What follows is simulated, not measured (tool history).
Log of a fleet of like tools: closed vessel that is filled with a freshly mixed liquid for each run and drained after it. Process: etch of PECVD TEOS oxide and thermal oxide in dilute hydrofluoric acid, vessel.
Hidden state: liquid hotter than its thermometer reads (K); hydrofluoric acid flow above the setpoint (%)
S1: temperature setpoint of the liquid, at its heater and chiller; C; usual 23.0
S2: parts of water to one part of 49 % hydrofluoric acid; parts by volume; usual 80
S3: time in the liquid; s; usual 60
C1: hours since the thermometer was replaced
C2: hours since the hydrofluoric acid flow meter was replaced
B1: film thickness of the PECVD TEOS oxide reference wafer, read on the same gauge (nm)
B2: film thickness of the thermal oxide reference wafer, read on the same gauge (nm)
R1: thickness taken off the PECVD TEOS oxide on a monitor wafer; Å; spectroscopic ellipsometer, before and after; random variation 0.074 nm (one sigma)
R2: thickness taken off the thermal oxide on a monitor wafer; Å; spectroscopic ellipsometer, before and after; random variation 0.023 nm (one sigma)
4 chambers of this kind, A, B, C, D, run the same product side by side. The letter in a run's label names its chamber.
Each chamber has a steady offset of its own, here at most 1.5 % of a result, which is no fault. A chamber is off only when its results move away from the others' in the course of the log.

run	hour	S1	S2	S3	C1	C2	B1	B2	R1	R2
1C	14.1	23.0	80	60	519.4	1346.3	129.99	90.002	74.923	33.184
2A	25.1	23.0	80	60	1631.1	641.2	129.98	90.020	72.909	32.208
3B	35.4	23.0	80	60	1220.5	1515.5	129.99	89.986	73.051	32.871
4D	46.9	23.0	80	60	198.8	653.4	129.99	90.015	73.863	32.823
5C	57.7	23.0	80	60	563.0	1389.9	130.05	89.998	73.648	33.347
6A	68.6	26.5	95	60	1674.6	684.7	130.03	90.007	71.117	31.202
7D	76.9	26.5	95	60	228.8	683.4	130.04	89.999	69.310	31.200
8B	87.2	26.5	95	60	1272.3	1567.3	129.97	89.987	71.063	31.749
9B	102.0	26.5	95	60	1287.1	1582.1	129.99	89.986	71.821	31.347
10A	110.8	23.0	80	40	1716.8	726.9	129.95	89.996	49.824	21.788
11D	118.1	23.0	80	40	270.0	724.6	130.04	90.010	48.764	22.185
12C	133.0	23.0	80	40	638.3	1465.2	130.05	89.998	49.546	22.038
13D	142.0	23.0	80	40	293.9	748.5	129.99	89.993	48.258	21.843
14A	149.5	23.0	80	60	1755.5	765.6	130.04	89.991	73.121	32.503
15B	163.0	23.0	80	60	1348.1	1643.1	129.99	89.993	74.520	32.803
# hour 163.7: chamber C: hydrofluoric acid flow meter replaced
16C	176.4	23.0	80	60	681.7	12.7	129.98	89.995	75.587	33.002
17A	185.2	23.0	80	60	1791.2	801.3	129.97	89.975	72.460	32.281
# hour 188.6: chamber B: thermometer replaced
18C	193.7	26.5	60	60	699.0	30.0	130.02	90.003	116.640	52.100
19B	209.2	26.5	60	60	20.6	1689.3	130.01	90.013	115.710	51.612
20D	222.2	26.5	60	60	374.1	828.7	130.00	89.985	113.080	52.084
21D	234.3	26.5	60	60	386.2	840.8	129.96	89.996	117.150	51.673
22A	244.7	23.0	80	60	1850.7	860.8	129.99	90.013	73.167	32.465
23B	258.7	23.0	80	60	70.1	1738.8	129.98	89.995	74.614	32.944
# hour 262.1: chamber B: hydrofluoric acid flow meter replaced
24C	270.3	23.0	80	60	775.6	106.6	130.02	89.985	74.521	33.523
25A	284.4	23.0	80	60	1890.4	900.5	130.04	89.998	74.739	32.933
26B	294.5	23.0	80	60	105.9	32.5	130.03	89.995	74.555	32.874
27D	308.1	23.0	80	60	460.0	914.6	130.02	89.994	72.891	33.034
28C	316.6	23.0	80	60	821.9	152.9	129.93	90.007	76.535	32.834
29B	324.8	23.0	80	60	136.2	62.8	130.04	90.004	73.753	33.026
30A	339.1	23.0	60	60	1945.1	955.2	130.00	89.978	101.920	44.735
31D	349.9	23.0	60	60	501.8	956.4	129.99	90.014	101.540	45.218
32C	357.8	23.0	60	60	863.1	194.1	129.95	90.023	101.680	45.259
33D	372.9	23.0	60	60	524.8	979.4	130.00	90.016	101.040	44.880
34B	383.6	23.0	80	60	195.0	121.6	130.02	90.008	73.429	33.206
35C	398.7	23.0	80	60	904.0	235.0	129.93	90.014	74.292	33.135
36A	410.0	19.5	80	80	2016.0	1026.1	129.99	89.990	84.580	37.511
37D	420.8	19.5	80	80	572.7	1027.3	130.02	89.988	84.857	38.176
38B	429.6	19.5	80	80	241.0	167.6	129.99	89.995	86.169	38.368
39A	437.2	19.5	80	80	2043.2	1053.3	130.00	90.023	87.031	37.703

Is one chamber off against the others, does the gauge drift, or is nothing wrong? If a chamber is off, say which, and what the likeliest cause is.

No chamber stands off beyond its own small offset, and the gauge holds steady.

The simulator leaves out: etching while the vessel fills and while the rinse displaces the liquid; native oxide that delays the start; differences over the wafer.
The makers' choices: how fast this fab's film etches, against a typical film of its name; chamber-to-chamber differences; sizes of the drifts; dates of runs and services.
